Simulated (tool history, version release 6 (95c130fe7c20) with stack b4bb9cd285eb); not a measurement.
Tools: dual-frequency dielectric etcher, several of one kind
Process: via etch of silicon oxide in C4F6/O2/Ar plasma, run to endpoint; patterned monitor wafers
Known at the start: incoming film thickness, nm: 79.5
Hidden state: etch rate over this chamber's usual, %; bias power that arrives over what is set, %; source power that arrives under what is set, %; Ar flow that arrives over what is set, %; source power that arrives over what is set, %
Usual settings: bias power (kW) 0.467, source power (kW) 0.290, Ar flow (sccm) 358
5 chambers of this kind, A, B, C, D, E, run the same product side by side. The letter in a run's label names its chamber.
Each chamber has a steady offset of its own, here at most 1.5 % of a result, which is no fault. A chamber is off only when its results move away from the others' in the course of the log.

run	hour	bias power (kW)	source power (kW)	Ar flow (sccm)	hours since the last wet clean	hours since the last bias power generator calibration	hours since the last source power generator calibration	hours since the last Ar flow controller change	endpoint time (s)
1B	13.7	0.467	0.290	358	165.1	744.7	1337.3	1612.4	20.832
2E	23.4	0.467	0.290	358	217.7	1304.7	750.4	786.8	20.769
3D	38.1	0.467	0.290	358	38.1	2186.7	2368.4	3271.9	20.579
4C	47.7	0.467	0.290	358	307.3	3815.6	2928.0	3078.9	20.556
5A	61.1	0.467	0.290	358	133.4	1180.0	1506.1	1402.1	20.433
6E	76.9	0.467	0.290	358	271.2	1358.2	803.9	840.3	20.738
7B	87.4	0.467	0.290	358	238.8	818.4	1411.0	1686.1	20.897
8A	96.7	0.467	0.290	358	169.0	1215.6	1541.7	1437.7	20.329
9D	109.3	0.467	0.290	358	109.3	2257.9	2439.6	3343.1	20.564
10C	122.1	0.467	0.290	358	381.7	3890.0	3002.4	3153.3	20.550
11B	135.7	0.467	0.290	358	287.1	866.7	1459.3	1734.4	20.827
12E	147.7	0.467	0.290	358	342.0	1429.0	874.7	911.1	20.693
13C	162.7	0.467	0.290	358	422.3	3930.6	3043.0	3193.9	20.471
14D	177.5	0.467	0.290	358	177.5	2326.1	2507.8	3411.3	20.539
15A	186.4	0.467	0.290	440	258.7	1305.3	1631.4	1527.4	20.935
16A	198.2	0.467	0.290	440	270.5	1317.1	1643.2	1539.2	20.908
17E	213.1	0.467	0.290	440	407.4	1494.4	940.1	976.5	21.213
18C	220.5	0.467	0.290	440	480.1	3988.4	3100.8	3251.7	20.728
# hour 223.0: chamber B: Ar flow controller replaced
19D	231.0	0.467	0.290	440	231.0	2379.6	2561.3	3464.8	20.963
20B	242.7	0.467	0.290	358	394.1	973.7	1566.3	19.7	20.721
21D	254.4	0.467	0.320	358	254.4	2403.0	2584.7	3488.2	19.790
22C	264.5	0.467	0.320	358	524.1	4032.4	3144.8	3295.7	19.462
23A	279.8	0.467	0.320	358	352.1	1398.7	1724.8	1620.8	19.529
# hour 287.9: chamber E: wet clean of the chamber
24E	290.9	0.467	0.320	358	3.1	1572.2	1017.9	1054.3	19.902
25B	301.6	0.467	0.320	358	453.0	1032.6	1625.2	78.6	20.002
# hour 308.6: chamber B: source power generator calibrated
26A	310.6	0.467	0.290	329	382.9	1429.5	1755.6	1651.6	20.061
# hour 312.4: chamber D: wet clean of the chamber
27E	320.7	0.467	0.290	329	32.9	1602.0	1047.7	1084.1	20.694
# hour 323.3: chamber A: wet clean of the chamber
28D	330.7	0.467	0.290	329	18.3	2479.3	2661.0	3564.5	20.467
29B	345.0	0.467	0.290	329	496.4	1076.0	36.4	122.0	20.675
30C	354.0	0.467	0.290	329	613.6	4121.9	3234.3	3385.2	19.635
31A	369.1	0.467	0.290	358	45.8	1488.0	1814.1	1710.1	20.347
# hour 375.6: chamber B: wet clean of the chamber
32D	384.5	0.467	0.250	287	72.1	2533.1	2714.8	3618.3	21.171
33C	395.1	0.467	0.250	287	654.7	4163.0	3275.4	3426.3	20.447
34E	407.6	0.467	0.250	287	119.8	1688.9	1134.6	1171.0	21.341
35B	422.4	0.467	0.250	287	46.9	1153.4	113.8	199.4	21.438
36A	432.7	0.467	0.250	287	109.4	1551.6	1877.7	1773.7	21.104
37E	444.0	0.467	0.320	273	156.2	1725.3	1171.0	1207.4	19.425

Next, every chamber runs the same settings. What will each give?
38A	455.5	0.423	0.290	358					?
38B	455.5	0.423	0.290	358					?
38C	455.5	0.423	0.290	358					?
38D	455.5	0.423	0.290	358					?
38E	455.5	0.423	0.290	358					?

run	endpoint time (s)
38A	21.249
38B	21.642
38C	20.497
38D	21.344
38E	21.510
